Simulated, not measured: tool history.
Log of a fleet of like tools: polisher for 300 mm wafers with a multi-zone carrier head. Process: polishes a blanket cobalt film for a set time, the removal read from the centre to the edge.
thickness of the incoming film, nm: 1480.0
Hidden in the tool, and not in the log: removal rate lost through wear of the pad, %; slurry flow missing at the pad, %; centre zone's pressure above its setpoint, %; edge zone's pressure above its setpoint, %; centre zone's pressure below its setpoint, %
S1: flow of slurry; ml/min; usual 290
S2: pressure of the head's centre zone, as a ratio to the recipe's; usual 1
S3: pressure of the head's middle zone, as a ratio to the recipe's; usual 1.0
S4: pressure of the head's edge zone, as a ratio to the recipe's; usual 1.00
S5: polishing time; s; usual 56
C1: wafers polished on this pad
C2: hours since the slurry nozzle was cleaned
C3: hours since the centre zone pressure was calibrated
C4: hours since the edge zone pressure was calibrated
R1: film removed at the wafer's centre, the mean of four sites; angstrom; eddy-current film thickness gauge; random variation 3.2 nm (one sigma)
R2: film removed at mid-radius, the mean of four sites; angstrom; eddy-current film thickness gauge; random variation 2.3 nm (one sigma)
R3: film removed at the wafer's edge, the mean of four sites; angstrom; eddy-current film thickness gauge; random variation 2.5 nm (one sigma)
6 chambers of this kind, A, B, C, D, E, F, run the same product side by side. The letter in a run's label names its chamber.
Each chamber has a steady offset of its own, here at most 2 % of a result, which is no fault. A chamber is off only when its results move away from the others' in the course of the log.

-- hour=0.3 chamber F: edge zone pressure recalibrated
run 1D hour=3.4 | S1=290 S2=1 S3=1.0 S4=1.00 S5=56 | C1=503 C2=226.9 C3=187.8 C4=140.3 | R1=3314.2 R2=3227.0 R3=3235.5
run 2A hour=6.1 | S1=290 S2=1 S3=1.0 S4=1.00 S5=56 | C1=921 C2=106.4 C3=60.9 C4=452.3 | R1=3256.2 R2=3223.3 R3=3290.5
run 3E hour=9.4 | S1=290 S2=1 S3=1.0 S4=1.00 S5=56 | C1=326 C2=61.8 C3=101.4 C4=1524.6 | R1=3284.2 R2=3265.5 R3=3270.7
-- hour=14.1 chamber A: worn pad replaced by a new one
run 4B hour=14.1 | S1=290 S2=1 S3=1.0 S4=1.00 S5=56 | C1=511 C2=449.7 C3=219.6 C4=546.5 | R1=3214.1 R2=3255.7 R3=3243.2
run 5F hour=17.7 | S1=290 S2=1 S3=1.0 S4=0.88 S5=56 | C1=688 C2=415.9 C3=305.6 C4=17.4 | R1=3218.4 R2=3228.7 R3=3012.7
run 6C hour=23.5 | S1=290 S2=1 S3=1.0 S4=0.88 S5=56 | C1=670 C2=511.6 C3=887.5 C4=204.4 | R1=3294.3 R2=3283.5 R3=3046.4
-- hour=24.9 chamber F: worn pad replaced by a new one
-- hour=28.4 chamber C: worn pad replaced by a new one
run 7D hour=28.6 | S1=290 S2=1 S3=1.0 S4=0.88 S5=56 | C1=794 C2=252.1 C3=213.0 C4=165.5 | R1=3244.1 R2=3248.7 R3=3039.4
run 8C hour=32.1 | S1=290 S2=1 S3=1.0 S4=0.88 S5=56 | C1=42 C2=520.2 C3=896.1 C4=213.0 | R1=3295.3 R2=3327.9 R3=3039.8
run 9E hour=36.9 | S1=290 S2=1 S3=1.0 S4=0.88 S5=56 | C1=643 C2=89.3 C3=128.9 C4=1552.1 | R1=3234.2 R2=3268.9 R3=3092.2
run 10F hour=39.5 | S1=290 S2=1 S3=1.0 S4=0.88 S5=56 | C1=168 C2=437.7 C3=327.4 C4=39.2 | R1=3254.2 R2=3274.9 R3=3077.3
run 11B hour=42.3 | S1=290 S2=1 S3=1.0 S4=1.00 S5=56 | C1=836 C2=477.9 C3=247.8 C4=574.7 | R1=3257.7 R2=3273.3 R3=3269.7
run 12A hour=45.0 | S1=290 S2=1 S3=1.0 S4=1.00 S5=56 | C1=356 C2=145.3 C3=99.8 C4=491.2 | R1=3277.3 R2=3259.9 R3=3279.9
run 13B hour=47.8 | S1=290 S2=1 S3=1.1 S4=1.00 S5=75 | C1=900 C2=483.4 C3=253.3 C4=580.2 | R1=4282.1 R2=4740.2 R3=4298.5
run 14C hour=52.3 | S1=290 S2=1 S3=1.1 S4=1.00 S5=75 | C1=275 C2=540.4 C3=916.3 C4=233.2 | R1=4432.5 R2=4859.0 R3=4313.6
run 15F hour=55.7 | S1=290 S2=1 S3=1.1 S4=1.00 S5=75 | C1=355 C2=453.9 C3=343.6 C4=55.4 | R1=4317.5 R2=4732.0 R3=4312.7
-- hour=56.9 chamber E: edge zone pressure recalibrated
run 16A hour=58.8 | S1=290 S2=1 S3=1.1 S4=1.00 S5=75 | C1=515 C2=159.1 C3=113.6 C4=505.0 | R1=4428.4 R2=4784.9 R3=4352.8
run 17E hour=61.7 | S1=290 S2=1 S3=1.1 S4=1.00 S5=75 | C1=929 C2=114.1 C3=153.7 C4=4.8 | R1=4342.2 R2=4789.1 R3=4366.1
run 18D hour=65.2 | S1=290 S2=1 S3=1.1 S4=1.00 S5=75 | C1=1216 C2=288.7 C3=249.6 C4=202.1 | R1=4210.5 R2=4598.2 R3=4152.7
run 19C hour=68.7 | S1=290 S2=1 S3=1.0 S4=1.00 S5=56 | C1=464 C2=556.8 C3=932.7 C4=249.6 | R1=3249.8 R2=3273.9 R3=3207.2
run 20F hour=71.7 | S1=290 S2=1 S3=1.0 S4=1.00 S5=64 | C1=539 C2=469.9 C3=359.6 C4=71.4 | R1=3762.2 R2=3696.9 R3=3671.5
run 21D hour=76.4 | S1=290 S2=1 S3=1.0 S4=1.00 S5=64 | C1=1345 C2=299.9 C3=260.8 C4=213.3 | R1=3528.6 R2=3580.7 R3=3590.5
-- hour=80.6 chamber C: worn pad replaced by a new one
-- hour=81.0 chamber E: worn pad replaced by a new one
run 22A hour=82.2 | S1=290 S2=1 S3=1.0 S4=1.00 S5=64 | C1=784 C2=182.5 C3=137.0 C4=528.4 | R1=3703.8 R2=3694.7 R3=3744.8
-- hour=86.1 chamber B: slurry nozzle cleaned
run 23E hour=87.4 | S1=290 S2=1 S3=1.0 S4=1.00 S5=64 | C1=74 C2=139.8 C3=179.4 C4=30.5 | R1=3716.7 R2=3715.0 R3=3772.1
run 24B hour=92.3 | S1=290 S2=1 S3=1.0 S4=1.00 S5=64 | C1=1412 C2=6.2 C3=297.8 C4=624.7 | R1=3701.5 R2=3671.1 R3=3725.8
run 25C hour=95.7 | S1=290 S2=1 S3=1.0 S4=1.00 S5=64 | C1=174 C2=583.8 C3=959.7 C4=276.6 | R1=3686.2 R2=3820.7 R3=3751.1
-- hour=96.0 chamber B: worn pad replaced by a new one
-- hour=96.5 chamber F: worn pad replaced by a new one
run 26F hour=100.6 | S1=290 S2=1 S3=1.0 S4=1.00 S5=56 | C1=47 C2=498.8 C3=388.5 C4=100.3 | R1=3343.5 R2=3276.8 R3=3221.1
-- hour=102.0 chamber A: worn pad replaced by a new one
run 27E hour=105.5 | S1=290 S2=1 S3=1.0 S4=1.00 S5=56 | C1=282 C2=157.9 C3=197.5 C4=48.6 | R1=3251.7 R2=3260.6 R3=3319.4
run 28A hour=109.1 | S1=290 S2=1 S3=1.0 S4=1.00 S5=56 | C1=81 C2=209.4 C3=163.9 C4=555.3 | R1=3277.6 R2=3283.7 R3=3304.4
-- hour=111.5 chamber C: centre zone pressure recalibrated
-- hour=112.7 chamber D: slurry nozzle cleaned
run 29D hour=113.5 | S1=290 S2=1 S3=1.0 S4=1.00 S5=56 | C1=1772 C2=0.8 C3=297.9 C4=250.4 | R1=3036.9 R2=3056.1 R3=3057.8
run 30B hour=117.8 | S1=290 S2=1 S3=1.0 S4=1.00 S5=56 | C1=251 C2=31.7 C3=323.3 C4=650.2 | R1=3191.2 R2=3271.4 R3=3266.1
run 31A hour=120.9 | S1=290 S2=1 S3=1.0 S4=1.00 S5=56 | C1=217 C2=221.2 C3=175.7 C4=567.1 | R1=3348.6 R2=3250.9 R3=3280.1
run 32F hour=125.8 | S1=290 S2=1 S3=1.0 S4=1.00 S5=56 | C1=338 C2=524.0 C3=413.7 C4=125.5 | R1=3284.9 R2=3271.8 R3=3216.3
run 33C hour=129.4 | S1=290 S2=1 S3=1.0 S4=1.00 S5=56 | C1=562 C2=617.5 C3=18.0 C4=310.3 | R1=3229.1 R2=3303.1 R3=3228.4
run 34D hour=134.5 | S1=290 S2=1 S3=1.0 S4=1.00 S5=56 | C1=2014 C2=21.8 C3=318.9 C4=271.4 | R1=2967.7 R2=3001.1 R3=3008.6
run 35B hour=139.9 | S1=290 S2=1 S3=1.0 S4=1.00 S5=56 | C1=506 C2=53.8 C3=345.4 C4=672.3 | R1=3232.4 R2=3254.0 R3=3225.4
run 36E hour=143.7 | S1=290 S2=1 S3=1.0 S4=1.00 S5=56 | C1=723 C2=196.1 C3=235.7 C4=86.8 | R1=3244.1 R2=3255.1 R3=3302.3

Is one chamber off against the others, does the gauge drift, or is nothing wrong? If a chamber is off, say which, and what the likeliest cause is.

Chamber D drifts away from the others.
Cause: removal rate lost through wear of the pad, % = 9.69.

Here are 4 candidates for chamber D's next run, each the usual settings with a change, their results left as question marks. Which one brings its results back in line with what the others give on the usual settings?
In line means no further than this from the other chambers' mean on the usual settings: R1 110.0 angstrom; R2 80.0 angstrom; R3 87.0 angstrom
run 37D-1 hour=147.9 | S1=285 S2=0.99 S3=1.0 S4=0.99 S5=45 | R1=? R2=? R3=?
run 37D-2 hour=147.9 | S1=295 S2=1.00 S3=1.0 S4=1.01 S5=69 | R1=? R2=? R3=?
run 37D-3 hour=147.9 | S1=290 S2=1.00 S3=1.0 S4=1.00 S5=51 | R1=? R2=? R3=?
run 37D-4 hour=147.9 | S1=290 S2=1.00 S3=1.0 S4=1.00 S5=62 | R1=? R2=? R3=?

The other chambers' mean on the usual settings: R1 3252.6 angstrom; R2 3263.5 angstrom; R3 3257.4 angstrom
run=37D-1 R1=2331.3 R2=2384.3 R3=2333.0
run=37D-2 R1=3628.1 R2=3668.0 R3=3623.8
run=37D-3 R1=2676.7 R2=2706.6 R3=2661.3
run=37D-4 R1=3254.0 R2=3290.4 R3=3235.3
37D-4 brings the chamber back in line.

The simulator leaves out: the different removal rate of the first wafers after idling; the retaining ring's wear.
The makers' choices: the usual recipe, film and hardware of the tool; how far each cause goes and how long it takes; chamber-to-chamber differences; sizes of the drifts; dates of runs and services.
